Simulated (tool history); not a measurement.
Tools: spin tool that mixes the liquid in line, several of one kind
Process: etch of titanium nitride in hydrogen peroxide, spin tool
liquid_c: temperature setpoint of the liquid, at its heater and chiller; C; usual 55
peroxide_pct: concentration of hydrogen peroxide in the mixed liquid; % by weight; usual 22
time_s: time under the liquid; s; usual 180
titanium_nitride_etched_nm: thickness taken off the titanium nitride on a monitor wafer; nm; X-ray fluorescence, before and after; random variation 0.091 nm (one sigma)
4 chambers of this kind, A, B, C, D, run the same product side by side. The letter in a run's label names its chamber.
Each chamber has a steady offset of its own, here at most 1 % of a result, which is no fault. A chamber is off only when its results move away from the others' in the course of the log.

run    day  liquid_c  peroxide_pct  time_s  read-back film thickness of the titanium nitride reference wafer, read on the same gauge (nm)  titanium_nitride_etched_nm
 1C  0.100        55            22     180                                                                                         59.984                      9.4528
 2B  0.212        55            22     180                                                                                         60.013                      9.2850
 3A  0.321        55            22     180                                                                                         59.995                      9.3847
 4D  0.533        55            22     180                                                                                         60.010                      9.3354
 5D  0.708        55            22     180                                                                                         60.003                      9.3193
 6C  0.896        55            22     180                                                                                         60.000                      9.5508
 7A  1.021        55            22     180                                                                                         59.996                      9.2737
 8B  1.217        55            22     180                                                                                         59.993                      9.4493
 9A  1.338        55            22     180                                                                                         60.029                      9.2784
10C  1.492        55            22     180                                                                                         60.007                      9.5720
11B  1.638        55            22     180                                                                                         60.012                      9.4211
12D  1.779        55            22     180                                                                                         60.005                      9.3827
13A  1.971        55            22     180                                                                                         59.988                      9.1234
14B  2.167        55            22     180                                                                                         60.012                      9.4106
15C  2.375        55            22     180                                                                                         60.016                      9.4111
16D  2.521        55            22     180                                                                                         60.006                      9.4696
17A  2.688        55            22     180                                                                                         60.002                      8.9339
18D  2.846        55            22     180                                                                                         59.990                      9.4930
19C  3.021        55            22     180                                                                                         60.011                      9.5274
20B  3.212        55            22     180                                                                                         60.005                      9.4030
21A  3.408        55            22     180                                                                                         60.001                      8.7126
22D  3.517        55            22     180                                                                                         60.009                      9.4742
23C  3.642        55            22     180                                                                                         59.985                      9.5148
24B  3.796        55            22     180                                                                                         59.998                      9.3521
25D  3.938        55            22     180                                                                                         60.001                      9.2561
26C  4.112        55            26     180                                                                                         59.986                      9.8490
27A  4.304        55            26     180                                                                                         59.993                      8.8931
28B  4.417        55            26     180                                                                                         59.991                      9.7655
29D  4.596        55            26     180                                                                                         59.991                      9.7495
30C  4.729        55            22     180                                                                                         60.009                      9.4818
31A  4.871        55            22     180                                                                                         59.997                      8.4305
32B  4.983        55            22     180                                                                                         59.996                      9.5407
33A  5.088        55            22     180                                                                                         59.966                      8.4407
34D  5.258        55            22     180                                                                                         59.987                      9.4002
35B  5.471        55            22     180                                                                                         59.995                      9.4322

Is one chamber off against the others, does the gauge drift, or is nothing wrong? If a chamber is off, say which, and what the likeliest cause is.

Chamber A drifts away from the others.
Cause: temperature lost on the way to the wafer (K) = 1.81.
The log may not tell that from: liquid colder than its thermometer reads (K).

Here are 4 candidates for chamber A's next run, each the usual settings with a change, their results left as question marks. Which one brings its results back in line with what the others give on the usual settings?
In line means no further than this from the other chambers' mean on the usual settings: titanium_nitride_etched_nm 0.3200 nm
36A-1  5.625        55          28.5     180                                                                                                                          ?
36A-2  5.625        53          22.0     180                                                                                                                          ?
36A-3  5.625        54          22.0     180                                                                                                                          ?
36A-4  5.625        55          22.0     205                                                                                                                          ?

The other chambers' mean on the usual settings: titanium_nitride_etched_nm 9.4230 nm
  run  titanium_nitride_etched_nm
36A-1                      8.6974
36A-2                      7.1235
36A-3                      7.6514
36A-4                      9.3557
36A-4 brings the chamber back in line.
